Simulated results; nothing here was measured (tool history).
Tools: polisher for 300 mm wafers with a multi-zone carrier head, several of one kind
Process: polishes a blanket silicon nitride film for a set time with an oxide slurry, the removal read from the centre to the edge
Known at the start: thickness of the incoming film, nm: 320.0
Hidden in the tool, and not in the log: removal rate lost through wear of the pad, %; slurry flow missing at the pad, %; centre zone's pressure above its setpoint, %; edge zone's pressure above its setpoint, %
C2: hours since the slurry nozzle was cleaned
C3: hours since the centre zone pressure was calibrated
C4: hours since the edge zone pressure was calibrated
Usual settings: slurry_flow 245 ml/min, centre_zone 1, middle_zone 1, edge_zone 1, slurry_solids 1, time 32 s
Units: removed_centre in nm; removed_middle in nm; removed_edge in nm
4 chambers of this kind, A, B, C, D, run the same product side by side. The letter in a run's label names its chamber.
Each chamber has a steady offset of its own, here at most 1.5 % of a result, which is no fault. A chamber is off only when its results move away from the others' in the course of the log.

{"day": 0.158, "done": "chamber D: worn pad replaced by a new one"}
{"run": "1B", "day": 0.192, "slurry_flow": 245, "centre_zone": 1, "middle_zone": 1, "edge_zone": 1, "slurry_solids": 1, "time": 32, "wafers polished on this pad": 963, "C2": 574.3, "C3": 290.6, "C4": 710.6, "removed_centre": 15.351, "removed_middle": 15.382, "removed_edge": 15.381}
{"day": 0.283, "done": "chamber C: slurry nozzle cleaned"}
{"day": 0.471, "done": "chamber A: worn pad replaced by a new one"}
{"run": "2A", "day": 0.504, "slurry_flow": 245, "centre_zone": 1, "middle_zone": 1, "edge_zone": 1, "slurry_solids": 1, "time": 32, "wafers polished on this pad": 12, "C2": 188.6, "C3": 583.5, "C4": 615.6, "removed_centre": 15.258, "removed_middle": 15.333, "removed_edge": 15.332}
{"run": "3D", "day": 0.712, "slurry_flow": 245, "centre_zone": 1, "middle_zone": 1, "edge_zone": 1, "slurry_solids": 1, "time": 32, "wafers polished on this pad": 202, "C2": 260.7, "C3": 1502.7, "C4": 929.1, "removed_centre": 15.634, "removed_middle": 15.012, "removed_edge": 14.873}
{"day": 0.817, "done": "chamber C: worn pad replaced by a new one"}
{"run": "4C", "day": 0.85, "slurry_flow": 245, "centre_zone": 1, "middle_zone": 1, "edge_zone": 1, "slurry_solids": 1, "time": 32, "wafers polished on this pad": 13, "C2": 13.6, "C3": 325.2, "C4": 392.4, "removed_centre": 15.349, "removed_middle": 15.476, "removed_edge": 15.047}
{"day": 0.879, "done": "chamber B: worn pad replaced by a new one"}
{"run": "5B", "day": 1.067, "slurry_flow": 245, "centre_zone": 1, "middle_zone": 1, "edge_zone": 0.91, "slurry_solids": 0.8, "time": 32, "wafers polished on this pad": 68, "C2": 595.3, "C3": 311.6, "C4": 731.6, "removed_centre": 13.576, "removed_middle": 13.521, "removed_edge": 12.974}
{"run": "6D", "day": 1.25, "slurry_flow": 245, "centre_zone": 1, "middle_zone": 1, "edge_zone": 0.91, "slurry_solids": 0.8, "time": 32, "wafers polished on this pad": 398, "C2": 273.6, "C3": 1515.6, "C4": 942, "removed_centre": 13.539, "removed_middle": 13.582, "removed_edge": 12.923}
{"run": "7A", "day": 1.475, "slurry_flow": 245, "centre_zone": 1, "middle_zone": 1, "edge_zone": 0.91, "slurry_solids": 0.8, "time": 32, "wafers polished on this pad": 366, "C2": 211.9, "C3": 606.8, "C4": 638.9, "removed_centre": 13.576, "removed_middle": 13.577, "removed_edge": 13.098}
{"day": 1.65, "done": "chamber D: worn pad replaced by a new one"}
{"run": "8C", "day": 1.658, "slurry_flow": 245, "centre_zone": 1, "middle_zone": 1, "edge_zone": 0.91, "slurry_solids": 0.8, "time": 32, "wafers polished on this pad": 307, "C2": 33, "C3": 344.6, "C4": 411.8, "removed_centre": 13.851, "removed_middle": 14.07, "removed_edge": 13.023}
{"run": "9C", "day": 1.829, "slurry_flow": 245, "centre_zone": 1, "middle_zone": 1, "edge_zone": 1, "slurry_solids": 1, "time": 32, "wafers polished on this pad": 370, "C2": 37.1, "C3": 348.7, "C4": 415.9, "removed_centre": 15.65, "removed_middle": 15.423, "removed_edge": 15.089}
{"run": "10B", "day": 2.133, "slurry_flow": 245, "centre_zone": 1, "middle_zone": 1, "edge_zone": 1, "slurry_solids": 1, "time": 32, "wafers polished on this pad": 457, "C2": 620.9, "C3": 337.2, "C4": 757.2, "removed_centre": 15.052, "removed_middle": 15.136, "removed_edge": 15.213}
{"run": "11D", "day": 2.296, "slurry_flow": 245, "centre_zone": 1, "middle_zone": 1, "edge_zone": 1, "slurry_solids": 1, "time": 32, "wafers polished on this pad": 236, "C2": 298.7, "C3": 1540.7, "C4": 967.1, "removed_centre": 15.193, "removed_middle": 15.201, "removed_edge": 15.24}
{"day": 2.5, "done": "chamber B: slurry nozzle cleaned"}
{"run": "12A", "day": 2.579, "slurry_flow": 245, "centre_zone": 1, "middle_zone": 1, "edge_zone": 1, "slurry_solids": 1, "time": 32, "wafers polished on this pad": 768, "C2": 238.4, "C3": 633.3, "C4": 665.4, "removed_centre": 15.091, "removed_middle": 15.219, "removed_edge": 15.311}
{"day": 2.721, "done": "chamber A: worn pad replaced by a new one"}
{"run": "13B", "day": 2.862, "slurry_flow": 245, "centre_zone": 1, "middle_zone": 1, "edge_zone": 1, "slurry_solids": 1, "time": 32, "wafers polished on this pad": 723, "C2": 8.8, "C3": 354.7, "C4": 774.7, "removed_centre": 15.519, "removed_middle": 15.254, "removed_edge": 15.167}
{"run": "14C", "day": 3.104, "slurry_flow": 245, "centre_zone": 1, "middle_zone": 1, "edge_zone": 1, "slurry_solids": 1, "time": 32, "wafers polished on this pad": 834, "C2": 67.7, "C3": 379.3, "C4": 446.5, "removed_centre": 14.857, "removed_middle": 15.512, "removed_edge": 15.012}
{"day": 3.108, "done": "chamber C: worn pad replaced by a new one"}
{"run": "15D", "day": 3.312, "slurry_flow": 245, "centre_zone": 1, "middle_zone": 1, "edge_zone": 1, "slurry_solids": 1, "time": 32, "wafers polished on this pad": 606, "C2": 323.1, "C3": 1565.1, "C4": 991.5, "removed_centre": 15.044, "removed_middle": 15.098, "removed_edge": 14.911}
{"day": 3.338, "done": "chamber D: worn pad replaced by a new one"}
{"day": 3.438, "done": "chamber D: slurry nozzle cleaned"}
{"run": "16A", "day": 3.529, "slurry_flow": 245, "centre_zone": 1, "middle_zone": 1, "edge_zone": 1, "slurry_solids": 1, "time": 32, "wafers polished on this pad": 294, "C2": 261.2, "C3": 656.1, "C4": 688.2, "removed_centre": 14.898, "removed_middle": 15.106, "removed_edge": 15.276}
{"run": "17D", "day": 3.704, "slurry_flow": 245, "centre_zone": 1, "middle_zone": 1, "edge_zone": 1, "slurry_solids": 1, "time": 32, "wafers polished on this pad": 133, "C2": 6.4, "C3": 1574.5, "C4": 1000.9, "removed_centre": 15.307, "removed_middle": 15.256, "removed_edge": 15.359}
{"run": "18B", "day": 4.017, "slurry_flow": 245, "centre_zone": 1, "middle_zone": 1, "edge_zone": 1, "slurry_solids": 1, "time": 32, "wafers polished on this pad": 1143, "C2": 36.5, "C3": 382.4, "C4": 802.4, "removed_centre": 15.528, "removed_middle": 15.296, "removed_edge": 14.988}
{"day": 4.042, "done": "chamber B: worn pad replaced by a new one"}
{"run": "19A", "day": 4.3, "slurry_flow": 245, "centre_zone": 1, "middle_zone": 1, "edge_zone": 0.9, "slurry_solids": 1, "time": 32, "wafers polished on this pad": 575, "C2": 279.7, "C3": 674.6, "C4": 706.7, "removed_centre": 14.98, "removed_middle": 15.084, "removed_edge": 14.366}
{"run": "20C", "day": 4.471, "slurry_flow": 245, "centre_zone": 1, "middle_zone": 1, "edge_zone": 0.9, "slurry_solids": 1, "time": 32, "wafers polished on this pad": 497, "C2": 100.5, "C3": 412.1, "C4": 479.3, "removed_centre": 15.419, "removed_middle": 15.297, "removed_edge": 14.362}
{"day": 4.712, "done": "chamber D: worn pad replaced by a new one"}
{"run": "21B", "day": 4.742, "slurry_flow": 245, "centre_zone": 1, "middle_zone": 1, "edge_zone": 0.9, "slurry_solids": 1, "time": 32, "wafers polished on this pad": 255, "C2": 53.9, "C3": 399.8, "C4": 819.8, "removed_centre": 14.821, "removed_middle": 15.501, "removed_edge": 14.245}
{"day": 4.904, "done": "chamber A: centre zone pressure recalibrated"}
{"run": "22D", "day": 5.05, "slurry_flow": 245, "centre_zone": 1, "middle_zone": 1, "edge_zone": 0.9, "slurry_solids": 1, "time": 32, "wafers polished on this pad": 123, "C2": 38.7, "C3": 1606.8, "C4": 1033.2, "removed_centre": 15.007, "removed_middle": 15.091, "removed_edge": 14.263}
{"day": 5.067, "done": "chamber A: worn pad replaced by a new one"}
{"run": "23C", "day": 5.238, "slurry_flow": 245, "centre_zone": 1, "middle_zone": 1, "edge_zone": 1, "slurry_solids": 1, "time": 32, "wafers polished on this pad": 776, "C2": 118.9, "C3": 430.5, "C4": 497.7, "removed_centre": 15.491, "removed_middle": 15.56, "removed_edge": 15.09}
{"run": "24A", "day": 5.5, "slurry_flow": 245, "centre_zone": 1.11, "middle_zone": 1.1, "edge_zone": 1, "slurry_solids": 1, "time": 32, "wafers polished on this pad": 158, "C2": 308.5, "C3": 14.3, "C4": 735.5, "removed_centre": 17.36, "removed_middle": 16.63, "removed_edge": 15.462}
{"run": "25D", "day": 5.708, "slurry_flow": 245, "centre_zone": 1.11, "middle_zone": 1.1, "edge_zone": 1, "slurry_solids": 1, "time": 32, "wafers polished on this pad": 363, "C2": 54.5, "C3": 1622.6, "C4": 1049, "removed_centre": 16.854, "removed_middle": 16.636, "removed_edge": 15.131}

Next, every chamber runs the same settings. What will each give?
{"run": "26A", "day": 5.933, "slurry_flow": 245, "centre_zone": 1, "middle_zone": 1, "edge_zone": 1, "slurry_solids": 1, "time": 32, "removed_centre": "?", "removed_middle": "?", "removed_edge": "?"}
{"run": "26B", "day": 5.933, "slurry_flow": 245, "centre_zone": 1, "middle_zone": 1, "edge_zone": 1, "slurry_solids": 1, "time": 32, "removed_centre": "?", "removed_middle": "?", "removed_edge": "?"}
{"run": "26C", "day": 5.933, "slurry_flow": 245, "centre_zone": 1, "middle_zone": 1, "edge_zone": 1, "slurry_solids": 1, "time": 32, "removed_centre": "?", "removed_middle": "?", "removed_edge": "?"}
{"run": "26D", "day": 5.933, "slurry_flow": 245, "centre_zone": 1, "middle_zone": 1, "edge_zone": 1, "slurry_solids": 1, "time": 32, "removed_centre": "?", "removed_middle": "?", "removed_edge": "?"}

run=26A removed_centre=14.932 removed_middle=15.343 removed_edge=15.176
run=26B removed_centre=14.932 removed_middle=15.144 removed_edge=15.094
run=26C removed_centre=15.621 removed_middle=15.634 removed_edge=15.028
run=26D removed_centre=15.403 removed_middle=15.177 removed_edge=15.106

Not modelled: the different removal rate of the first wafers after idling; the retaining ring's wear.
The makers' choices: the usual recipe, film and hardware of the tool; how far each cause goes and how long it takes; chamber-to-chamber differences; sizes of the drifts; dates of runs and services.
